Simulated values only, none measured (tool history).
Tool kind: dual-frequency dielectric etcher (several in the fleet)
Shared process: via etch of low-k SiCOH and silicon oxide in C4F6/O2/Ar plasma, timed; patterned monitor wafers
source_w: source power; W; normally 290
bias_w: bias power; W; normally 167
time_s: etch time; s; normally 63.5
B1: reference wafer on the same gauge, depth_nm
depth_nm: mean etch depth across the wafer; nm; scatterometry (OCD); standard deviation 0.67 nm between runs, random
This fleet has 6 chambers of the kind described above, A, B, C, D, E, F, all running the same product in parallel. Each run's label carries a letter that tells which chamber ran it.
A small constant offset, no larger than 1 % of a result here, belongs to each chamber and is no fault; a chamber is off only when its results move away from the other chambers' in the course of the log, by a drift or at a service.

{"run": "1F", "hour": 3.3, "source_w": 290, "bias_w": 167, "time_s": 63.5, "B1": 158.96, "depth_nm": 142.79}
{"run": "2D", "hour": 6.4, "source_w": 290, "bias_w": 167, "time_s": 63.5, "B1": 159.2, "depth_nm": 142.47}
{"run": "3B", "hour": 11.9, "source_w": 290, "bias_w": 167, "time_s": 63.5, "B1": 159.08, "depth_nm": 142.27}
{"run": "4C", "hour": 16.4, "source_w": 290, "bias_w": 167, "time_s": 63.5, "B1": 159.22, "depth_nm": 142.89}
{"run": "5A", "hour": 20.2, "source_w": 290, "bias_w": 131, "time_s": 63.5, "B1": 159.15, "depth_nm": 132.31}
{"run": "6E", "hour": 25.3, "source_w": 290, "bias_w": 131, "time_s": 63.5, "B1": 159.04, "depth_nm": 132.58}
{"run": "7E", "hour": 29.6, "source_w": 290, "bias_w": 131, "time_s": 63.5, "B1": 159.2, "depth_nm": 132.47}
{"hour": 34.8, "done": "chamber D: source power generator calibrated"}
{"run": "8B", "hour": 34.9, "source_w": 290, "bias_w": 131, "time_s": 63.5, "B1": 159.07, "depth_nm": 131.92}
{"run": "9A", "hour": 39.3, "source_w": 290, "bias_w": 131, "time_s": 63.5, "B1": 159.01, "depth_nm": 133.18}
{"hour": 40.3, "done": "chamber C: wet clean of the chamber"}
{"run": "10F", "hour": 42.0, "source_w": 290, "bias_w": 131, "time_s": 63.5, "B1": 159.03, "depth_nm": 132.11}
{"run": "11C", "hour": 44.4, "source_w": 290, "bias_w": 136, "time_s": 63.5, "B1": 159.09, "depth_nm": 133.56}
{"run": "12D", "hour": 47.6, "source_w": 290, "bias_w": 136, "time_s": 63.5, "B1": 158.84, "depth_nm": 133.31}
{"run": "13A", "hour": 52.0, "source_w": 290, "bias_w": 136, "time_s": 63.5, "B1": 158.81, "depth_nm": 133.59}
{"run": "14E", "hour": 57.2, "source_w": 290, "bias_w": 136, "time_s": 63.5, "B1": 159.03, "depth_nm": 134.08}
{"run": "15F", "hour": 62.0, "source_w": 290, "bias_w": 136, "time_s": 63.5, "B1": 158.85, "depth_nm": 132.43}
{"hour": 64.4, "done": "chamber E: wet clean of the chamber"}
{"run": "16B", "hour": 67.5, "source_w": 290, "bias_w": 136, "time_s": 63.5, "B1": 159.09, "depth_nm": 132.18}
{"run": "17D", "hour": 69.9, "source_w": 290, "bias_w": 167, "time_s": 63.5, "B1": 159.0, "depth_nm": 142.1}
{"run": "18C", "hour": 72.7, "source_w": 290, "bias_w": 167, "time_s": 63.5, "B1": 158.76, "depth_nm": 141.73}
{"run": "19B", "hour": 76.3, "source_w": 290, "bias_w": 167, "time_s": 63.5, "B1": 158.9, "depth_nm": 140.89}
{"run": "20E", "hour": 80.2, "source_w": 290, "bias_w": 167, "time_s": 63.5, "B1": 158.98, "depth_nm": 143.47}
{"run": "21F", "hour": 84.8, "source_w": 290, "bias_w": 167, "time_s": 63.5, "B1": 158.89, "depth_nm": 142.45}
{"hour": 86.7, "done": "chamber A: wet clean of the chamber"}
{"run": "22C", "hour": 90.0, "source_w": 290, "bias_w": 167, "time_s": 63.5, "B1": 158.88, "depth_nm": 141.34}
{"run": "23A", "hour": 94.6, "source_w": 290, "bias_w": 167, "time_s": 63.5, "B1": 159.18, "depth_nm": 149.02}
{"run": "24D", "hour": 99.0, "source_w": 290, "bias_w": 135, "time_s": 63.5, "B1": 159.29, "depth_nm": 133.17}
{"run": "25B", "hour": 102.8, "source_w": 290, "bias_w": 135, "time_s": 63.5, "B1": 159.15, "depth_nm": 132.73}
{"run": "26D", "hour": 105.5, "source_w": 290, "bias_w": 135, "time_s": 63.5, "B1": 158.84, "depth_nm": 133.28}
{"run": "27F", "hour": 108.0, "source_w": 290, "bias_w": 135, "time_s": 63.5, "B1": 158.97, "depth_nm": 132.66}
{"run": "28A", "hour": 110.8, "source_w": 290, "bias_w": 135, "time_s": 63.5, "B1": 159.03, "depth_nm": 139.43}
{"run": "29E", "hour": 113.3, "source_w": 290, "bias_w": 135, "time_s": 63.5, "B1": 159.12, "depth_nm": 133.33}
{"run": "30C", "hour": 117.4, "source_w": 290, "bias_w": 167, "time_s": 63.5, "B1": 158.92, "depth_nm": 142.32}
{"run": "31D", "hour": 120.5, "source_w": 290, "bias_w": 167, "time_s": 63.5, "B1": 158.95, "depth_nm": 142.91}
{"run": "32F", "hour": 124.4, "source_w": 290, "bias_w": 167, "time_s": 63.5, "B1": 159.0, "depth_nm": 141.04}
{"run": "33A", "hour": 127.3, "source_w": 290, "bias_w": 193, "time_s": 46.5, "B1": 158.94, "depth_nm": 115.22}
{"run": "34B", "hour": 131.6, "source_w": 290, "bias_w": 193, "time_s": 46.5, "B1": 158.92, "depth_nm": 108.97}
{"run": "35C", "hour": 134.3, "source_w": 290, "bias_w": 193, "time_s": 46.5, "B1": 158.88, "depth_nm": 108.44}
{"run": "36E", "hour": 138.6, "source_w": 290, "bias_w": 193, "time_s": 46.5, "B1": 158.94, "depth_nm": 109.67}
{"run": "37A", "hour": 142.4, "source_w": 290, "bias_w": 193, "time_s": 46.5, "B1": 158.97, "depth_nm": 114.7}
{"run": "38C", "hour": 146.1, "source_w": 290, "bias_w": 193, "time_s": 46.5, "B1": 159.02, "depth_nm": 109.37}
{"run": "39B", "hour": 150.7, "source_w": 290, "bias_w": 153, "time_s": 63.5, "B1": 159.23, "depth_nm": 136.87}
{"run": "40F", "hour": 153.4, "source_w": 290, "bias_w": 153, "time_s": 63.5, "B1": 158.96, "depth_nm": 137.33}

What goes on in this fleet: one chamber off, a drifting gauge, or nothing beyond the chambers' own small offsets? Name the chamber and the cause, if any.

A service on chamber A put it out of line with the rest.
Likeliest cause: etch rate over this chamber's usual, % = 5.18.

Which of the 4 candidates below, each the usual settings with something changed and its results left as question marks, puts chamber A back in line with what the other chambers give on the usual settings?
In line means no further than this from the other chambers' mean on the usual settings: depth_nm 2.30 nm
{"run": "41A-1", "hour": 157.4, "source_w": 290, "bias_w": 167, "time_s": 62.0, "depth_nm": "?"}
{"run": "41A-2", "hour": 157.4, "source_w": 290, "bias_w": 167, "time_s": 65.0, "depth_nm": "?"}
{"run": "41A-3", "hour": 157.4, "source_w": 290, "bias_w": 165, "time_s": 60.5, "depth_nm": "?"}
{"run": "41A-4", "hour": 157.4, "source_w": 290, "bias_w": 169, "time_s": 66.5, "depth_nm": "?"}

Mean of the other chambers on the usual settings: depth_nm 141.97 nm
run=41A-1 depth_nm=146.30
run=41A-2 depth_nm=153.38
run=41A-3 depth_nm=142.20
run=41A-4 depth_nm=157.52
41A-3 puts the chamber back in line with the other chambers.
